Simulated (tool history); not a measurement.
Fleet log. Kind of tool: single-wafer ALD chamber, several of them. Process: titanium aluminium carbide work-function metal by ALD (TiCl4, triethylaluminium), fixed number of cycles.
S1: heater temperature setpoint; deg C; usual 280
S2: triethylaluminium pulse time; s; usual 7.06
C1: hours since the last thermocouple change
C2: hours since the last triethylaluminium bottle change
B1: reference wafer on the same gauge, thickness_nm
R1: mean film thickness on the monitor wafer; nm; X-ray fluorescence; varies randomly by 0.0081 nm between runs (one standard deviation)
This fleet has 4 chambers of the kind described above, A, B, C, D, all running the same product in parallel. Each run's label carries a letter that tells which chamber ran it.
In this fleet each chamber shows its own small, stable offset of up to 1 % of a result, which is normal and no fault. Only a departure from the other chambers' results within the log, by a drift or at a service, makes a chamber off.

{"run": "1C", "hour": 3.0, "S1": 280, "S2": 7.06, "C1": 906.6, "C2": 221.2, "B1": 2.0428, "R1": 1.7248}
{"run": "2B", "hour": 5.5, "S1": 280, "S2": 7.06, "C1": 780.4, "C2": 786.2, "B1": 2.0418, "R1": 1.7064}
{"run": "3A", "hour": 9.4, "S1": 280, "S2": 7.06, "C1": 536.8, "C2": 535.0, "B1": 2.0394, "R1": 1.7169}
{"run": "4D", "hour": 11.6, "S1": 280, "S2": 7.06, "C1": 1031.1, "C2": 796.7, "B1": 2.0406, "R1": 1.728}
{"run": "5B", "hour": 14.8, "S1": 280, "S2": 7.06, "C1": 789.7, "C2": 795.5, "B1": 2.0382, "R1": 1.7042}
{"run": "6D", "hour": 19.2, "S1": 280, "S2": 7.06, "C1": 1038.7, "C2": 804.3, "B1": 2.0402, "R1": 1.7221}
{"run": "7A", "hour": 22.3, "S1": 291, "S2": 5.68, "C1": 549.7, "C2": 547.9, "B1": 2.039, "R1": 1.7181}
{"run": "8C", "hour": 24.3, "S1": 291, "S2": 5.68, "C1": 927.9, "C2": 242.5, "B1": 2.0392, "R1": 1.7084}
{"run": "9D", "hour": 27.2, "S1": 291, "S2": 5.68, "C1": 1046.7, "C2": 812.3, "B1": 2.0399, "R1": 1.7041}
{"run": "10A", "hour": 29.8, "S1": 291, "S2": 5.68, "C1": 557.2, "C2": 555.4, "B1": 2.0404, "R1": 1.7055}
{"run": "11B", "hour": 33.0, "S1": 280, "S2": 7.06, "C1": 807.9, "C2": 813.7, "B1": 2.0402, "R1": 1.7024}
{"run": "12C", "hour": 37.3, "S1": 280, "S2": 7.06, "C1": 940.9, "C2": 255.5, "B1": 2.0387, "R1": 1.7094}
{"run": "13C", "hour": 40.9, "S1": 280, "S2": 7.06, "C1": 944.5, "C2": 259.1, "B1": 2.0383, "R1": 1.7125}
{"run": "14D", "hour": 45.4, "S1": 271, "S2": 4.47, "C1": 1064.9, "C2": 830.5, "B1": 2.0402, "R1": 1.4241}
{"run": "15A", "hour": 49.7, "S1": 271, "S2": 4.47, "C1": 577.1, "C2": 575.3, "B1": 2.0415, "R1": 1.4076}
{"run": "16B", "hour": 54.1, "S1": 271, "S2": 4.47, "C1": 829.0, "C2": 834.8, "B1": 2.0403, "R1": 1.4055}
{"run": "17B", "hour": 58.1, "S1": 271, "S2": 4.47, "C1": 833.0, "C2": 838.8, "B1": 2.0389, "R1": 1.3918}
{"run": "18C", "hour": 62.0, "S1": 280, "S2": 7.06, "C1": 965.6, "C2": 280.2, "B1": 2.0414, "R1": 1.7173}
{"run": "19A", "hour": 64.8, "S1": 280, "S2": 7.06, "C1": 592.2, "C2": 590.4, "B1": 2.0406, "R1": 1.7107}
{"run": "20D", "hour": 68.9, "S1": 280, "S2": 7.06, "C1": 1088.4, "C2": 854.0, "B1": 2.0366, "R1": 1.7133}
{"run": "21A", "hour": 73.2, "S1": 280, "S2": 7.06, "C1": 600.6, "C2": 598.8, "B1": 2.0385, "R1": 1.6999}
{"run": "22D", "hour": 77.7, "S1": 280, "S2": 7.06, "C1": 1097.2, "C2": 862.8, "B1": 2.0402, "R1": 1.7085}
{"run": "23B", "hour": 81.1, "S1": 280, "S2": 7.06, "C1": 856.0, "C2": 861.8, "B1": 2.0402, "R1": 1.7103}
{"run": "24C", "hour": 85.4, "S1": 280, "S2": 7.06, "C1": 989.0, "C2": 303.6, "B1": 2.0386, "R1": 1.7163}

All 4 chambers run these settings next. Forecast each chamber's results:
{"run": "25A", "hour": 88.7, "S1": 268, "S2": 7.06, "R1": "?"}
{"run": "25B", "hour": 88.7, "S1": 268, "S2": 7.06, "R1": "?"}
{"run": "25C", "hour": 88.7, "S1": 268, "S2": 7.06, "R1": "?"}
{"run": "25D", "hour": 88.7, "S1": 268, "S2": 7.06, "R1": "?"}

run=25A R1=1.5848
run=25B R1=1.6076
run=25C R1=1.6263
run=25D R1=1.6195

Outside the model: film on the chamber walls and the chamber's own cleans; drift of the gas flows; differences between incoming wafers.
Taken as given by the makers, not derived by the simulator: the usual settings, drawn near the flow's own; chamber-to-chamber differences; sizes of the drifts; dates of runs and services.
